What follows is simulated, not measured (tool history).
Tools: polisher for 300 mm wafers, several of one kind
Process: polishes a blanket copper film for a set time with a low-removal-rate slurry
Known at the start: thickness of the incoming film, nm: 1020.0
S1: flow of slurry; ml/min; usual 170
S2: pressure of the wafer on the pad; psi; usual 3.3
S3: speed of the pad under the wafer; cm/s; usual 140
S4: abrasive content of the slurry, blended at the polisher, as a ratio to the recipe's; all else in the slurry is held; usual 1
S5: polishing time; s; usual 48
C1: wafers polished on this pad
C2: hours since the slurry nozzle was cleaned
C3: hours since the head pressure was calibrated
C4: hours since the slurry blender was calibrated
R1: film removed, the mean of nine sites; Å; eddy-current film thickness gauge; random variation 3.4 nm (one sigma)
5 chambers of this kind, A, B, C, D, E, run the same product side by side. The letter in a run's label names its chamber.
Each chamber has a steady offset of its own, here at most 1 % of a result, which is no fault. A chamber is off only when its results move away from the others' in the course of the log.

run	day	S1	S2	S3	S4	S5	C1	C2	C3	C4	R1
1E	0.467	170	3.3	140	1	48	771	44.3	577	158.8	2644.7
# day 0.542: chamber B: slurry blender recalibrated
# day 0.579: chamber A: worn pad replaced by a new one
2B	1.021	170	3.3	140	1	48	926	274.5	534.1	11.5	2584.9
# day 1.033: chamber B: worn pad replaced by a new one
3C	1.279	170	3.3	140	1	48	1058	346.3	901.9	162.4	2624.5
# day 1.296: chamber E: worn pad replaced by a new one
# day 1.296: chamber C: worn pad replaced by a new one
# day 1.654: chamber D: worn pad replaced by a new one
# day 1.662: chamber E: head pressure recalibrated
4A	1.779	170	3.3	140	1	48	422	85.9	170.4	268.2	2623.6
5D	2.229	170	3.3	140	1	48	203	209.7	802.1	294.1	2595.4
6D	2.779	170	3.3	140	1	48	397	222.9	815.3	307.3	2588
7E	3.054	170	3.3	176	1	48	620	106.4	33.5	220.9	3277.3
# day 3.362: chamber C: slurry blender recalibrated
8A	3.396	170	3.3	176	1	48	991	124.7	209.2	307	3214.5
# day 3.596: chamber D: head pressure recalibrated
9B	3.642	170	3.3	176	1	48	918	337.4	597	74.4	3274.1
# day 3.683: chamber A: worn pad replaced by a new one
# day 3.912: chamber B: worn pad replaced by a new one
10C	4.012	170	3.3	176	1	48	957	411.9	967.5	15.7	3239
# day 4.121: chamber E: worn pad replaced by a new one
11B	4.379	170	3.3	176	1	48	165	355.1	614.7	92.1	3312.7
# day 4.679: chamber B: slurry nozzle cleaned
# day 4.729: chamber C: worn pad replaced by a new one
12C	4.888	170	3.3	140	1	48	57	432.9	988.5	36.7	2615.5
13D	5.246	170	3.3	140	1	48	1265	282.1	39.7	366.5	2568.8
# day 5.271: chamber D: worn pad replaced by a new one
# day 5.471: chamber D: slurry blender recalibrated
# day 5.479: chamber A: slurry blender recalibrated
14E	5.575	125	3.3	140	1	54	512	166.9	94	281.4	2803.3
15A	6.004	125	3.3	140	1	54	818	187.3	271.8	12.6	2792
16A	6.446	125	3.3	140	1	54	973	197.9	282.4	23.2	2784.4
# day 6.612: chamber B: worn pad replaced by a new one
# day 6.688: chamber A: worn pad replaced by a new one
17D	6.946	125	3.3	140	1	54	590	322.9	80.5	35.4	2708.4
18C	7.325	125	3.3	140	1	54	915	491.4	1047	95.2	2751
# day 7.433: chamber E: worn pad replaced by a new one
# day 7.75: chamber C: worn pad replaced by a new one
19E	7.825	170	3.3	140	1	48	138	220.9	148	335.4	2627.9
20B	8.3	170	3.3	140	1	48	595	86.9	708.8	186.2	2636.3
# day 8.392: chamber C: head pressure recalibrated
21B	8.567	170	3.3	140	1	48	689	93.3	715.2	192.6	2587.4
22D	8.912	170	3.3	140	1	48	1282	370.1	127.7	82.6	2617.6
# day 9.258: chamber B: worn pad replaced by a new one
23E	9.292	170	3.3	140	1	48	655	256.1	183.2	370.6	2612.8
# day 9.321: chamber D: worn pad replaced by a new one
# day 9.346: chamber A: worn pad replaced by a new one
24A	9.567	170	3.3	140	1	48	78	272.8	357.3	98.1	2624.1
# day 9.733: chamber C: slurry nozzle cleaned
25C	9.958	170	3.3	140	1	48	777	5.5	37.6	158.4	2594.9
26D	10.321	170	3.3	140	1	48	352	403.9	161.5	116.4	2654.4
27C	10.754	170	3.3	140	1	48	1057	24.6	56.7	177.5	2642.3
# day 11.142: chamber C: worn pad replaced by a new one
# day 11.179: chamber E: worn pad replaced by a new one
28E	11.183	170	4.4	140	1	48	1	301.5	228.6	416	3422.4
29B	11.512	170	4.4	140	1	48	793	164	785.9	263.3	3436.9
# day 11.683: chamber B: slurry blender recalibrated
# day 11.988: chamber C: slurry blender recalibrated
30A	12	170	4.4	140	1	48	934	331.2	415.7	156.5	3467.3
# day 12.121: chamber B: worn pad replaced by a new one
31A	12.438	170	4.4	140	1	48	1088	341.7	426.2	167	3418.4
# day 12.742: chamber E: slurry nozzle cleaned
32E	12.825	170	4.4	140	1	48	579	2	268	455.4	3467.9
# day 13.229: chamber D: worn pad replaced by a new one
33C	13.288	115	3.3	140	0.9	48	756	85.4	117.5	31.2	2390.9
34D	13.762	115	3.3	140	0.9	48	188	486.5	244.1	199	2337.9
# day 13.958: chamber C: worn pad replaced by a new one
35B	14.258	115	3.3	140	0.9	48	753	229.9	851.8	61.9	2309.4
36C	14.783	115	3.3	140	0.9	48	291	121.3	153.4	67.1	2425.3
# day 15.267: chamber B: worn pad replaced by a new one
37B	15.3	115	3.3	140	0.9	48	13	254.9	876.8	86.9	2341.6

What goes on in this fleet: one chamber off, a drifting gauge, or nothing beyond the chambers' own small offsets? Name the chamber and the cause, if any.

No chamber stands off beyond its own small offset, and the gauge holds steady.
